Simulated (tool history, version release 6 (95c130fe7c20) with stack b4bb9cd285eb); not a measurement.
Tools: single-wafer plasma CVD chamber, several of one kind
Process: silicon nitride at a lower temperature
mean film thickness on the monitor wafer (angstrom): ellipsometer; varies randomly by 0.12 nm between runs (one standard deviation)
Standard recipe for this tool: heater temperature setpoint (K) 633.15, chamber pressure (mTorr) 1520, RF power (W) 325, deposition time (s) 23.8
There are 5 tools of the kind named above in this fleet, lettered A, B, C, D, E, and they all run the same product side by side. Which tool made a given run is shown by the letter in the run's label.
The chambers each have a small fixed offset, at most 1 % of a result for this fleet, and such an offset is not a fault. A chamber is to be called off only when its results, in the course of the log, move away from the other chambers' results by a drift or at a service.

run	hour	heater temperature setpoint (K)	chamber pressure (mTorr)	RF power (W)	deposition time (s)	hours since the last thermocouple change	hours since the last RF generator calibration	hours since the last manometer calibration	read-back reference wafer on the same gauge, thickness_nm	mean film thickness on the monitor wafer (angstrom)
1B	10.1	633.15	1520	325	23.8	1420.1	997.1	851.3	25.688	288.50
2C	22.2	633.15	1520	325	23.8	217.9	141.1	486.6	25.694	289.36
3A	33.0	633.15	1520	325	23.8	297.3	429.4	637.5	25.682	289.82
4D	42.3	633.15	1520	325	23.8	636.9	643.2	881.0	25.690	291.94
5E	56.0	633.15	1520	325	23.8	362.2	996.5	172.5	25.722	290.75
6A	67.9	633.15	1520	325	23.8	332.2	464.3	672.4	25.704	290.14
7D	78.7	633.15	1520	325	23.8	673.3	679.6	917.4	25.698	292.89
8C	92.3	633.15	1520	325	23.8	288.0	211.2	556.7	25.680	288.91
9B	106.0	633.15	1520	325	23.8	1516.0	1093.0	947.2	25.708	288.10
10E	115.3	633.15	1520	325	23.8	421.5	1055.8	231.8	25.710	290.21
11A	129.2	633.15	1520	270	21.7	393.5	525.6	733.7	25.729	231.14
12E	138.1	633.15	1520	270	21.7	444.3	1078.6	254.6	25.702	233.93
13D	149.3	633.15	1520	270	21.7	743.9	750.2	988.0	25.681	234.65
14B	160.5	633.15	1520	270	21.7	1570.5	1147.5	1001.7	25.688	229.24
15C	171.4	633.15	1520	270	21.7	367.1	290.3	635.8	25.673	232.64
16C	183.5	633.15	1520	325	23.8	379.2	302.4	647.9	25.686	289.71
17D	195.1	639.15	1520	325	23.8	789.7	796.0	1033.8	25.682	292.13
18A	205.8	639.15	1520	325	23.8	470.1	602.2	810.3	25.659	289.47
19E	218.6	639.15	1520	325	23.8	524.8	1159.1	335.1	25.710	285.73
# hour 225.3: chamber D: capacitance manometer re-zeroed and calibrated
20B	230.2	639.15	1520	325	23.8	1640.2	1217.2	1071.4	25.702	284.91
21D	237.1	639.15	1520	325	23.8	831.7	838.0	11.9	25.695	290.11
22B	246.6	633.15	1520	325	23.8	1656.6	1233.6	1087.8	25.703	285.34
23C	257.9	633.15	1520	280	23.8	453.6	376.8	722.3	25.685	263.07
# hour 258.8: chamber D: thermocouple changed; heater temperature recalibrated
24E	271.9	633.15	1520	280	23.8	578.1	1212.4	388.4	25.685	258.62
25A	278.1	633.15	1520	280	23.8	542.4	674.5	882.6	25.707	262.21
# hour 281.4: chamber D: RF generator calibrated
26E	291.0	633.15	1520	280	23.8	597.2	1231.5	407.5	25.687	257.97
27B	304.0	633.15	1520	280	23.8	1714.0	1291.0	1145.2	25.705	260.28
28A	317.2	633.15	1520	325	23.8	581.5	713.6	921.7	25.699	289.63
29C	329.4	633.15	1520	325	23.8	525.1	448.3	793.8	25.701	290.82
30D	337.7	633.15	1680	325	28.2	78.9	56.4	112.5	25.688	356.95
31A	345.0	633.15	1680	325	28.2	609.3	741.4	949.5	25.694	352.46
32E	353.9	633.15	1680	325	28.2	660.1	1294.4	470.4	25.713	346.98
33D	363.0	633.15	1680	325	28.2	104.2	81.7	137.8	25.712	354.76
34C	376.1	633.15	1680	325	28.2	571.8	495.0	840.5	25.693	354.20
35B	386.6	633.15	1520	325	23.8	1796.6	1373.6	1227.8	25.680	288.09
36D	394.3	633.15	1860	375	23.8	135.5	113.0	169.1	25.697	339.53

Which is it: a chamber that has drifted or been left off by a service, a gauge drift common to all chambers, or only each chamber's usual small offset? If a chamber is off, name it and its likeliest cause.

One chamber, E, drifts off from the rest bit by bit.
Likeliest cause: delivered RF power below the setpoint (%) = 3.94.
It could be hard to tell apart here from: true pressure below the setpoint (%).

Which of the 4 candidates below, each the usual settings with something changed and its results left as question marks, puts chamber E back in line with what the other chambers give on the usual settings?
Maximum distance from the other chambers' mean on the usual settings for a result to count as in line: mean film thickness on the monitor wafer (angstrom) 4.20
37E-1	404.4	633.15	1530	330	24.2					?
37E-2	404.4	633.15	1460	305	23.8					?
37E-3	404.4	633.15	1510	320	23.4					?
37E-4	404.4	633.15	1540	330	24.6					?

Other chambers, usual settings, mean: mean film thickness on the monitor wafer (angstrom) 289.69
run	mean film thickness on the monitor wafer (angstrom)
37E-1	291.42
37E-2	268.63
37E-3	275.21
37E-4	296.76
37E-1 is the one that brings the chamber's results back in line with the other chambers.

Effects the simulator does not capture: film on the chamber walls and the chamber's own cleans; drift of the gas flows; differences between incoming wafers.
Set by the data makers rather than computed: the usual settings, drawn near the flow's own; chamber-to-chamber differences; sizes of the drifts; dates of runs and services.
